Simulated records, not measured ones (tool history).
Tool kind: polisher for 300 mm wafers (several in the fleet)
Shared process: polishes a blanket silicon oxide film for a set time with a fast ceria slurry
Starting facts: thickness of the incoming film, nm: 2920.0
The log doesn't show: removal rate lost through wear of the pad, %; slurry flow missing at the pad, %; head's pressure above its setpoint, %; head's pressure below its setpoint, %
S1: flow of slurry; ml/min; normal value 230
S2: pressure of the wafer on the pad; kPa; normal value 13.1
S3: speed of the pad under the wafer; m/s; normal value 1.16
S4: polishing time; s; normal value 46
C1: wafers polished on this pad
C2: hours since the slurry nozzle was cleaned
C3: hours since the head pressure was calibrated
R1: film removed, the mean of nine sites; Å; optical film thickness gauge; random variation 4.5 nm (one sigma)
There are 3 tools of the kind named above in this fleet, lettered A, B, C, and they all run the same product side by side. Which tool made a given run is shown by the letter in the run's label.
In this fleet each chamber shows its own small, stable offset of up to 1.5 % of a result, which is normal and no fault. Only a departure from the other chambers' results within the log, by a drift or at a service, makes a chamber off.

{"run": "1C", "day": 0.308, "S1": 230, "S2": 13.1, "S3": 1.16, "S4": 46, "C1": 559, "C2": 528.9, "C3": 524.0, "R1": 6182.4}
{"run": "2A", "day": 0.65, "S1": 230, "S2": 13.1, "S3": 1.16, "S4": 46, "C1": 1016, "C2": 324.8, "C3": 597.1, "R1": 6255.8}
{"run": "3B", "day": 0.929, "S1": 230, "S2": 13.1, "S3": 1.16, "S4": 46, "C1": 255, "C2": 25.1, "C3": 368.3, "R1": 6333.2}
{"run": "4B", "day": 1.129, "S1": 230, "S2": 13.1, "S3": 1.16, "S4": 46, "C1": 300, "C2": 29.9, "C3": 373.1, "R1": 6337.7}
{"day": 1.142, "done": "chamber C: worn pad replaced by a new one"}
{"run": "5A", "day": 1.475, "S1": 230, "S2": 13.1, "S3": 1.16, "S4": 46, "C1": 1203, "C2": 344.6, "C3": 616.9, "R1": 6270.9}
{"day": 1.7, "done": "chamber A: worn pad replaced by a new one"}
{"run": "6C", "day": 1.821, "S1": 230, "S2": 13.1, "S3": 1.16, "S4": 46, "C1": 154, "C2": 565.2, "C3": 560.3, "R1": 6202.3}
{"run": "7A", "day": 2.012, "S1": 230, "S2": 15.9, "S3": 1.16, "S4": 46, "C1": 71, "C2": 357.5, "C3": 629.8, "R1": 7584.3}
{"run": "8B", "day": 2.192, "S1": 230, "S2": 15.9, "S3": 1.16, "S4": 46, "C1": 540, "C2": 55.4, "C3": 398.6, "R1": 7659.3}
{"run": "9C", "day": 2.492, "S1": 230, "S2": 15.9, "S3": 1.16, "S4": 46, "C1": 305, "C2": 581.3, "C3": 576.4, "R1": 7536.3}
{"run": "10B", "day": 2.758, "S1": 230, "S2": 13.1, "S3": 1.16, "S4": 46, "C1": 668, "C2": 69.0, "C3": 412.2, "R1": 6349.9}
{"run": "11A", "day": 3.021, "S1": 230, "S2": 13.1, "S3": 1.16, "S4": 46, "C1": 299, "C2": 381.7, "C3": 654.0, "R1": 6296.3}
{"day": 3.175, "done": "chamber C: head pressure recalibrated"}
{"run": "12C", "day": 3.371, "S1": 230, "S2": 13.1, "S3": 1.16, "S4": 46, "C1": 504, "C2": 602.4, "C3": 4.7, "R1": 5595.1}
{"run": "13B", "day": 3.55, "S1": 160, "S2": 13.1, "S3": 1.16, "S4": 46, "C1": 847, "C2": 88.0, "C3": 431.2, "R1": 6015.5}
{"run": "14C", "day": 3.8, "S1": 160, "S2": 13.1, "S3": 1.16, "S4": 46, "C1": 601, "C2": 612.7, "C3": 15.0, "R1": 5358.7}
{"run": "15A", "day": 4.021, "S1": 160, "S2": 13.1, "S3": 1.16, "S4": 46, "C1": 525, "C2": 405.7, "C3": 678.0, "R1": 6009.9}
{"run": "16A", "day": 4.329, "S1": 230, "S2": 13.1, "S3": 1.16, "S4": 46, "C1": 594, "C2": 413.1, "C3": 685.4, "R1": 6216.5}
{"run": "17C", "day": 4.504, "S1": 230, "S2": 13.1, "S3": 1.16, "S4": 46, "C1": 760, "C2": 629.6, "C3": 31.9, "R1": 5598.0}
{"run": "18B", "day": 4.8, "S1": 230, "S2": 13.1, "S3": 1.16, "S4": 46, "C1": 1130, "C2": 118.0, "C3": 461.2, "R1": 6425.7}
{"day": 4.942, "done": "chamber C: worn pad replaced by a new one"}
{"run": "19B", "day": 5.15, "S1": 230, "S2": 13.1, "S3": 1.16, "S4": 46, "C1": 1209, "C2": 126.4, "C3": 469.6, "R1": 6245.6}
{"run": "20A", "day": 5.362, "S1": 230, "S2": 13.1, "S3": 1.16, "S4": 46, "C1": 828, "C2": 437.9, "C3": 710.2, "R1": 6280.5}
{"run": "21C", "day": 5.675, "S1": 230, "S2": 13.1, "S3": 1.16, "S4": 46, "C1": 166, "C2": 657.7, "C3": 60.0, "R1": 5642.7}
{"run": "22A", "day": 6.012, "S1": 230, "S2": 13.1, "S3": 1.16, "S4": 46, "C1": 975, "C2": 453.5, "C3": 725.8, "R1": 6270.9}
{"run": "23C", "day": 6.279, "S1": 230, "S2": 13.1, "S3": 1.16, "S4": 46, "C1": 303, "C2": 672.2, "C3": 74.5, "R1": 5678.3}
{"run": "24B", "day": 6.658, "S1": 230, "S2": 13.1, "S3": 1.16, "S4": 46, "C1": 1550, "C2": 162.6, "C3": 505.8, "R1": 6402.2}
{"day": 6.846, "done": "chamber B: worn pad replaced by a new one"}
{"run": "25C", "day": 6.925, "S1": 230, "S2": 13.1, "S3": 1.16, "S4": 46, "C1": 449, "C2": 687.7, "C3": 90.0, "R1": 5585.3}
{"run": "26B", "day": 7.279, "S1": 230, "S2": 13.1, "S3": 1.16, "S4": 46, "C1": 98, "C2": 177.5, "C3": 520.7, "R1": 6286.0}
{"run": "27A", "day": 7.579, "S1": 230, "S2": 13.1, "S3": 1.16, "S4": 46, "C1": 1329, "C2": 491.1, "C3": 763.4, "R1": 6242.9}
{"run": "28A", "day": 7.762, "S1": 230, "S2": 13.1, "S3": 1.16, "S4": 46, "C1": 1371, "C2": 495.5, "C3": 767.8, "R1": 6214.5}
{"run": "29C", "day": 8.054, "S1": 230, "S2": 13.1, "S3": 1.16, "S4": 46, "C1": 704, "C2": 714.8, "C3": 117.1, "R1": 5613.1}

Next, every chamber runs the same settings. What will each give?
{"run": "30A", "day": 8.346, "S1": 230, "S2": 13.1, "S3": 1.16, "S4": 46, "R1": "?"}
{"run": "30B", "day": 8.346, "S1": 230, "S2": 13.1, "S3": 1.16, "S4": 46, "R1": "?"}
{"run": "30C", "day": 8.346, "S1": 230, "S2": 13.1, "S3": 1.16, "S4": 46, "R1": "?"}

run=30A R1=6216.3
run=30B R1=6264.8
run=30C R1=5665.9

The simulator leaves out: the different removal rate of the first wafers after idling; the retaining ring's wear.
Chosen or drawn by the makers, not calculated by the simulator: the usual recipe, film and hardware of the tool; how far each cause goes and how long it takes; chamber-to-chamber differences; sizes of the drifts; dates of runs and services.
